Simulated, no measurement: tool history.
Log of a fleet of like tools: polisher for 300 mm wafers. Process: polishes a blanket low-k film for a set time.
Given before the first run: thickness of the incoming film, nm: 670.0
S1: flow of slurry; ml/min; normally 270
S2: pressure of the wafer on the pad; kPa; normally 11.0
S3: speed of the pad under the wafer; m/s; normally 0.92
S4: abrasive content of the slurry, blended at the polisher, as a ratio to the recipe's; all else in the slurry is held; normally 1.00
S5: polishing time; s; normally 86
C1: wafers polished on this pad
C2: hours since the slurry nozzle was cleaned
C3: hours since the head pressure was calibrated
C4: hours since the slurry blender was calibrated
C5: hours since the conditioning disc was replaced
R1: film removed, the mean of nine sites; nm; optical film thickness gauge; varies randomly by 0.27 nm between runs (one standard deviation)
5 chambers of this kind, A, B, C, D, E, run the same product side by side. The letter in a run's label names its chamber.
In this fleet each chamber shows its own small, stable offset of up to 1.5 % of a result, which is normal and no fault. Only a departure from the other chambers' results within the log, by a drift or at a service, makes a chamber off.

run     day   S1    S2    S3    S4   S5    C1     C2      C3     C4     C5      R1
 1E   0.333  270  11.0  0.92  1.00   86   522   26.8   626.6  172.5  179.3  31.952
      0.562  -- chamber D: slurry blender recalibrated
      0.750  -- chamber B: worn pad replaced by a new one
 2C   0.808  270  11.0  0.92  1.00   86   967  473.8   408.6   36.1  216.6  31.188
      0.983  -- chamber D: worn pad replaced by a new one
      1.292  -- chamber C: worn pad replaced by a new one
 3D   1.312  270  11.0  0.92  1.00   86   102  142.8  1049.6   18.1   38.6  31.618
 4A   1.646  270  11.0  0.92  1.00   86   509  542.4   946.2   73.7  350.9  31.328
      2.008  -- chamber E: worn pad replaced by a new one
 5B   2.112  270  11.0  0.92  1.00   86   419  107.7    82.5  189.6  125.8  32.103
      2.175  -- chamber C: slurry nozzle cleaned
 6D   2.404  270  11.0  0.92  1.00   86   437  169.0  1075.8   44.3   64.8  31.843
 7E   2.738  270  11.0  0.92  1.00   86   224   84.5   684.3  230.2  237.0  31.807
      3.012  -- chamber E: slurry blender recalibrated
 8A   3.204  270  11.0  0.92  0.85   86   988  579.8   983.6  111.1  388.3  28.402
      3.571  -- chamber A: worn pad replaced by a new one
 9C   3.579  270  11.0  0.92  0.85   86   703   33.8   475.1  102.6  283.1  28.830
10B   4.067  270  11.0  0.92  0.85   86  1019  154.6   129.4  236.5  172.7  29.320
      4.133  -- chamber D: worn pad replaced by a new one
11D   4.462  270  11.0  0.92  0.85   86   102  218.4  1125.2   93.7  114.2  29.541
      4.525  -- chamber B: worn pad replaced by a new one
12E   4.888  270  11.0  0.92  0.85   86   885  136.1   735.9   45.1  288.6  29.196
      5.367  -- chamber C: worn pad replaced by a new one
13B   5.383  270  11.0  0.92  1.00   86   264  186.2   161.0  268.1  204.3  31.490
      5.421  -- chamber E: conditioning disc replaced and pad reconditioned
      5.808  -- chamber D: slurry blender recalibrated
      5.821  -- chamber E: worn pad replaced by a new one
14A   5.829  270   8.3  0.72  1.00   86   693  642.8  1046.6  174.1  451.3  19.549
      5.892  -- chamber C: slurry blender recalibrated
      6.083  -- chamber D: conditioning disc replaced and pad reconditioned
15C   6.142  270   8.3  0.72  1.00   86   238   95.3   536.6    6.1  344.6  19.702
16B   6.654  270   8.3  0.72  1.00   86   654  216.7   191.5  298.6  234.8  19.768
      6.912  -- chamber A: worn pad replaced by a new one
17E   6.946  270   8.3  0.72  1.00   86   345  185.5   785.3   94.5   36.7  19.675
      7.121  -- chamber D: slurry nozzle cleaned
18D   7.325  270   8.3  0.72  1.00   86   980    5.0  1193.9   36.4   29.9  19.344
      7.467  -- chamber B: worn pad replaced by a new one
      7.629  -- chamber B: slurry blender recalibrated
      7.712  -- chamber D: worn pad replaced by a new one
      7.796  -- chamber A: conditioning disc replaced and pad reconditioned
19C   7.800  270  11.0  0.92  1.00   86   747  135.1   576.4   45.9  384.4  31.385
20A   8.038  270  11.0  0.92  1.00   86   345  695.8  1099.6  227.1    5.8  31.595
21E   8.546  270  11.0  0.92  1.00   86   836  223.9   823.7  132.9   75.1  31.730
      8.700  -- chamber E: worn pad replaced by a new one
      8.738  -- chamber C: worn pad replaced by a new one
22B   9.054  270  11.0  0.92  1.00   86   488  274.3   249.1   34.2  292.4  32.159
23A   9.421  270  11.0  0.92  1.00   86   770  729.0  1132.8  260.3   39.0  31.351
24D   9.650  270  11.0  0.92  1.00   86   595   60.8  1249.7   92.2   85.7  31.505
      9.821  -- chamber A: worn pad replaced by a new one
      9.900  -- chamber A: slurry nozzle cleaned
      9.942  -- chamber B: slurry nozzle cleaned
25C  10.033  270  11.0  0.92  1.00   86   398  188.7   630.0   99.5  438.0  31.268
     10.221  -- chamber A: slurry blender recalibrated
     10.438  -- chamber D: slurry blender recalibrated
26A  10.504  270  11.0  0.92  1.00   86   210   14.5  1158.8    6.8   65.0  31.342
     10.583  -- chamber B: worn pad replaced by a new one
27C  10.783  270  11.0  0.92  1.00   86   629  206.7   648.0  117.5  456.0  31.334
28D  11.300  270  11.0  0.92  1.00   86  1101  100.4  1289.3   20.8  125.3  31.708
     11.379  -- chamber C: slurry blender recalibrated
     11.446  -- chamber D: worn pad replaced by a new one
29E  11.650  270  11.0  0.92  1.00   86   905  298.4   898.2  207.4  149.6  31.750
30B  12.079  270  11.0  0.92  1.00   86   459   51.3   321.7  106.8  365.0  32.077
     12.396  -- chamber E: worn pad replaced by a new one
31B  12.442  270  11.0  0.92  1.00   86   570   60.0   330.4  115.5  373.7  31.688
     12.479  -- chamber C: worn pad replaced by a new one
32C  12.717  270  11.0  0.92  1.00   86    74  253.1   694.4   32.1  502.4  31.727
     12.771  -- chamber D: conditioning disc replaced and pad reconditioned
33A  13.096  270  11.0  0.92  0.90  101  1006   76.7  1221.0   69.0  127.2  34.732
34D  13.404  270  11.0  0.92  0.90  101   602  150.9  1339.8   71.3   15.3  34.708
     13.492  -- chamber A: worn pad replaced by a new one
     13.658  -- chamber E: slurry blender recalibrated
35E  13.825  270  11.0  0.92  0.90  101   439  350.6   950.4    4.1  201.8  35.451
     14.162  -- chamber B: worn pad replaced by a new one
36D  14.275  270  11.0  0.92  0.90  101   869  171.8  1360.7   92.2   36.2  34.954
     14.638  -- chamber C: conditioning disc replaced and pad reconditioned
37C  14.642  270  11.0  0.92  0.90  101   665  299.3   740.6   78.3    0.2  35.502
38E  15.146  270  11.0  0.92  1.00   86   845  382.3   982.1   35.8  233.5  31.565
39A  15.417  270  11.0  0.92  1.00   86   592  132.4  1276.7  124.7  182.9  31.483
40B  15.675  270  11.0  0.92  1.00   86   465  137.6   408.0  193.1  451.3  32.445
41E  16.112  270  11.0  0.92  1.00   86  1141  405.5  1005.3   59.0  256.7  31.898
42C  16.496  270  11.0  0.92  1.00   86  1234  343.8   785.1  122.8   44.7  31.477

All 5 chambers run these settings next. Forecast each chamber's results:
43A  16.875  270  11.0  0.92  1.00  86                       ?
43B  16.875  270  11.0  0.92  1.00  86                       ?
43C  16.875  270  11.0  0.92  1.00  86                       ?
43D  16.875  270  11.0  0.92  1.00  86                       ?
43E  16.875  270  11.0  0.92  1.00  86                       ?

run      R1
43A  30.847
43B  32.280
43C  31.602
43D  31.467
43E  31.683

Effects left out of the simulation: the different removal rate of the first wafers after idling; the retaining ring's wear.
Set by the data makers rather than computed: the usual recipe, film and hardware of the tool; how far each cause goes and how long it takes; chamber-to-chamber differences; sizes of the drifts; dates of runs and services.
